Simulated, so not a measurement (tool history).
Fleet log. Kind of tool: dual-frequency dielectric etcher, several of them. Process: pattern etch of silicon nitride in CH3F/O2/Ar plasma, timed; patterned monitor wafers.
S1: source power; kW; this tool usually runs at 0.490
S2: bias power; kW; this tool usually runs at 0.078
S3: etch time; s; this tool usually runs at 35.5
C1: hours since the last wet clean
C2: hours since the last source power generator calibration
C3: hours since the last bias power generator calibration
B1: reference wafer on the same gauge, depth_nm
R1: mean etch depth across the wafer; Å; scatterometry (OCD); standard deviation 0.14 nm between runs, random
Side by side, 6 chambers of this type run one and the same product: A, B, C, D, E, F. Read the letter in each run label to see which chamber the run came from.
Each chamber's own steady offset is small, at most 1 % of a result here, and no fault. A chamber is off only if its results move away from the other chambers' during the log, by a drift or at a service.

run   hour     S1     S2    S3     C1      C2      C3      B1      R1
 1A    5.7  0.490  0.078  35.5  241.1   805.1  2606.9  23.695  277.15
 2C   11.9  0.490  0.078  35.5  293.4   578.5   706.0  23.694  278.61
 3D   16.1  0.490  0.078  35.5  201.2  1981.6  2271.3  23.690  278.99
 4F   22.6  0.490  0.078  35.5   63.8  3355.4   581.3  23.700  275.29
 5E   28.0  0.490  0.078  35.5  618.1  2624.6  2105.5  23.708  278.42
      33.9  -- chamber B: source power generator calibrated
 6B   34.0  0.490  0.078  35.5  101.6     0.1   533.4  23.658  276.30
 7F   38.0  0.490  0.078  35.5   79.2  3370.8   596.7  23.648  274.52
      43.0  -- chamber E: wet clean of the chamber
 8E   44.5  0.490  0.078  35.5    1.5  2641.1  2122.0  23.692  277.35
 9A   50.1  0.380  0.078  35.5  285.5   849.5  2651.3  23.708  251.06
10B   54.4  0.380  0.078  35.5  122.0    20.5   553.8  23.679  251.05
11D   59.6  0.380  0.078  35.5  244.7  2025.1  2314.8  23.694  252.49
12C   66.6  0.380  0.078  35.5  348.1   633.2   760.7  23.684  253.02
13A   71.0  0.380  0.078  35.5  306.4   870.4  2672.2  23.701  252.83
14E   76.2  0.380  0.078  35.5   33.2  2672.8  2153.7  23.704  252.14
15C   80.7  0.490  0.078  35.5  362.2   647.3   774.8  23.702  278.72
16D   86.8  0.490  0.078  35.5  271.9  2052.3  2342.0  23.684  276.30
17B   90.7  0.490  0.078  35.5  158.3    56.8   590.1  23.704  275.06
18F   94.4  0.490  0.078  35.5  135.6  3427.2   653.1  23.714  274.96
19C  102.2  0.490  0.078  35.5  383.7   668.8   796.3  23.686  277.20
     102.3  -- chamber F: source power generator calibrated
20D  107.6  0.490  0.078  35.5  292.7  2073.1  2362.8  23.695  277.17
21F  114.1  0.490  0.078  35.5  155.3    11.8   672.8  23.702  277.59
22A  121.9  0.490  0.078  35.5  357.3   921.3  2723.1  23.700  273.45
23E  129.8  0.490  0.078  35.5   86.8  2726.4  2207.3  23.685  277.25
24B  133.7  0.490  0.078  35.5  201.3    99.8   633.1  23.715  277.86
25A  139.5  0.490  0.078  40.0  374.9   938.9  2740.7  23.687  306.79
26F  146.6  0.490  0.078  40.0  187.8    44.3   705.3  23.710  310.03
27E  150.5  0.490  0.078  40.0  107.5  2747.1  2228.0  23.683  313.07
28B  157.0  0.490  0.078  40.0  224.6   123.1   656.4  23.723  309.72
29C  162.3  0.490  0.078  40.0  443.8   728.9   856.4  23.681  313.45
30D  167.1  0.490  0.078  40.0  352.2  2132.6  2422.3  23.695  313.43
31F  175.4  0.490  0.078  35.5  216.6    73.1   734.1  23.692  278.63
32D  180.1  0.490  0.078  35.5  365.2  2145.6  2435.3  23.711  275.43
33A  185.9  0.490  0.078  35.5  421.3   985.3  2787.1  23.724  273.10
34C  194.1  0.490  0.078  35.5  475.6   760.7   888.2  23.703  277.38
35B  201.6  0.490  0.078  35.5  269.2   167.7   701.0  23.684  275.87
36E  209.3  0.390  0.078  35.5  166.3  2805.9  2286.8  23.703  256.09
37F  217.4  0.390  0.078  35.5  258.6   115.1   776.1  23.712  251.47
38A  224.5  0.390  0.078  35.5  459.9  1023.9  2825.7  23.730  246.94
39C  231.4  0.390  0.078  35.5  512.9   798.0   925.5  23.685  253.42
40B  235.3  0.390  0.078  35.5  302.9   201.4   734.7  23.683  251.91
41E  241.6  0.390  0.078  35.5  198.6  2838.2  2319.1  23.710  254.58
42D  247.7  0.490  0.078  35.5  432.8  2213.2  2502.9  23.685  275.12
43E  253.0  0.490  0.078  35.5  210.0  2849.6  2330.5  23.693  279.62
44A  257.3  0.490  0.078  35.5  492.7  1056.7  2858.5  23.674  267.74

Does one chamber stand apart from the rest, does the shared gauge drift, or is all well apart from small per-chamber offsets? Give the chamber and the most likely cause, where there is one.

One chamber, A, drifts off from the rest bit by bit.
Most likely cause: etch rate under this chamber's usual, % = 3.77.

Here are 4 candidates for chamber A's next run, each the usual settings with a change, their results left as question marks. Which one brings its results back in line with what the others give on the usual settings?
Maximum distance from the other chambers' mean on the usual settings for a result to count as in line: R1 5.10 Å
45A-1  263.3  0.440  0.070  35.5                   ?
45A-2  263.3  0.490  0.077  34.5                   ?
45A-3  263.3  0.500  0.079  37.5                   ?
45A-4  263.3  0.490  0.079  36.5                   ?

The other chambers' mean on the usual settings: R1 276.86 Å
  run      R1
45A-1  246.00
45A-2  257.24
45A-3  284.24
45A-4  274.57
Change 45A-4 lands the chamber within the allowed miss of the other chambers.

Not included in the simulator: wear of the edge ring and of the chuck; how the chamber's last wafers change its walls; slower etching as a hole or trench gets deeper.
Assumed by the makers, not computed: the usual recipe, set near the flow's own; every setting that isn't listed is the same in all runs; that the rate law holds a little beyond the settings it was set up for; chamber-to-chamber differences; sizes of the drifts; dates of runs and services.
